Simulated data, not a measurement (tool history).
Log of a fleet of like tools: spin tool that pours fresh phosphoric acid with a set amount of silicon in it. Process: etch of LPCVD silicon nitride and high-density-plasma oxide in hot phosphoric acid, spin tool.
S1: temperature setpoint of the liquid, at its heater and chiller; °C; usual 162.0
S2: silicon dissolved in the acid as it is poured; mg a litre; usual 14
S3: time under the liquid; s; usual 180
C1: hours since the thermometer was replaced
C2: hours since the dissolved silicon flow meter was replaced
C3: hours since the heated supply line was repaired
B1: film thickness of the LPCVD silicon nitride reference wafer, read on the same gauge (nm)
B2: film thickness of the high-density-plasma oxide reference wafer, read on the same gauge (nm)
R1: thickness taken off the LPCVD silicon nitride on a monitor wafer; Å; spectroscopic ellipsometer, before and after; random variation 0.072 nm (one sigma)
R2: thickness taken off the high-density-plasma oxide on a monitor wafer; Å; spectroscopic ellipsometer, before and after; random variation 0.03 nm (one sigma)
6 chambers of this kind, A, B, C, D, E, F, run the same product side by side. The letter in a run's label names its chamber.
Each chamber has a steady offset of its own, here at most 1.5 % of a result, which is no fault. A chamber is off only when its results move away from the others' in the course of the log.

run	hour	S1	S2	S3	C1	C2	C3	B1	B2	R1	R2
1E	3.2	162.0	14	180	1701.9	748.5	676.3	30.012	29.976	149.71	6.3194
2B	6.3	162.0	14	180	1195.6	712.7	1280.3	30.037	30.019	148.81	6.1369
3F	11.1	162.0	14	180	2234.1	734.1	2719.3	30.011	30.026	149.50	6.3981
4C	15.8	162.0	14	180	262.5	349.3	837.0	30.036	30.008	149.18	6.3236
5A	21.8	162.0	14	180	2165.0	428.1	65.5	29.971	29.976	148.97	6.2959
# hour 22.3: chamber C: heated supply line repaired
6D	26.4	162.0	14	180	2259.4	358.6	1583.8	29.982	29.975	148.89	5.8511
7F	30.3	162.0	14	180	2253.3	753.3	2738.5	29.970	29.986	148.94	6.1018
8E	35.0	162.0	14	180	1733.7	780.3	708.1	29.992	30.009	148.19	5.9466
9C	39.6	162.0	14	180	286.3	373.1	17.4	29.992	30.008	149.55	5.8000
10B	43.4	162.0	14	180	1232.7	749.8	1317.4	29.979	29.989	147.75	6.1847
11A	48.7	162.0	14	180	2191.9	455.0	92.4	29.992	30.011	147.38	6.3926
12D	54.6	162.0	14	180	2287.6	386.8	1612.0	30.054	30.014	148.19	6.5828
13D	58.8	162.0	14	180	2291.8	391.0	1616.2	29.930	29.955	149.32	6.1676
14F	62.7	162.0	14	180	2285.7	785.7	2770.9	30.024	29.979	150.27	5.9371
15A	67.0	162.0	14	180	2210.2	473.3	110.7	30.022	29.961	147.05	6.1443
16E	72.1	165.0	14	145	1770.8	817.4	745.2	29.949	29.994	132.71	5.9896
17C	75.3	165.0	14	145	322.0	408.8	53.1	29.998	30.017	133.48	6.3186
18B	80.0	165.0	14	145	1269.3	786.4	1354.0	29.990	29.982	131.46	6.4259
19D	84.0	165.0	14	145	2317.0	416.2	1641.4	29.981	30.029	132.71	6.2188
20B	87.0	165.0	14	145	1276.3	793.4	1361.0	29.957	29.978	131.13	6.7207
21F	90.3	165.0	14	145	2313.3	813.3	2798.5	29.967	30.031	133.26	6.1699
# hour 92.5: chamber A: thermometer replaced
22E	93.7	162.0	14	180	1792.4	839.0	766.8	29.996	29.991	149.15	6.3719
23C	96.7	162.0	14	180	343.4	430.2	74.5	30.020	30.012	149.33	6.4945
24A	99.8	162.0	14	180	7.4	506.1	143.5	30.021	29.992	148.61	6.1919
25D	105.7	162.0	7	180	2338.7	437.9	1663.1	29.994	30.023	149.98	7.8304
26E	108.7	162.0	7	180	1807.4	854.0	781.8	30.018	29.992	148.33	7.4183
27C	114.4	162.0	7	180	361.1	447.9	92.2	29.957	29.976	149.40	6.5843
28A	118.1	162.0	7	180	25.7	524.4	161.8	30.022	29.982	148.93	7.9953
29F	121.1	162.0	7	180	2344.1	844.1	2829.3	30.033	29.998	149.52	7.5688
30B	127.1	162.0	7	180	1316.4	833.5	1401.1	30.009	29.992	147.61	7.2293
31C	130.6	162.0	14	180	377.3	464.1	108.4	30.027	30.030	150.61	6.4004
32D	136.5	162.0	14	180	2369.5	468.7	1693.9	30.027	30.007	149.24	6.4194
33F	141.4	162.0	14	180	2364.4	864.4	2849.6	30.005	30.027	149.28	6.1109
34E	144.5	162.0	14	180	1843.2	889.8	817.6	29.976	30.000	149.22	6.0829
35A	149.1	162.0	14	180	56.7	555.4	192.8	29.963	29.999	147.18	6.5940
36B	153.0	162.0	14	180	1342.3	859.4	1427.0	29.983	30.013	148.47	6.0578
37B	156.9	162.0	14	180	1346.2	863.3	1430.9	29.971	29.987	147.71	5.9407

Is one chamber off against the others, does the gauge drift, or is nothing wrong? If a chamber is off, say which, and what the likeliest cause is.

No chamber stands off beyond its own small offset, and the gauge holds steady.
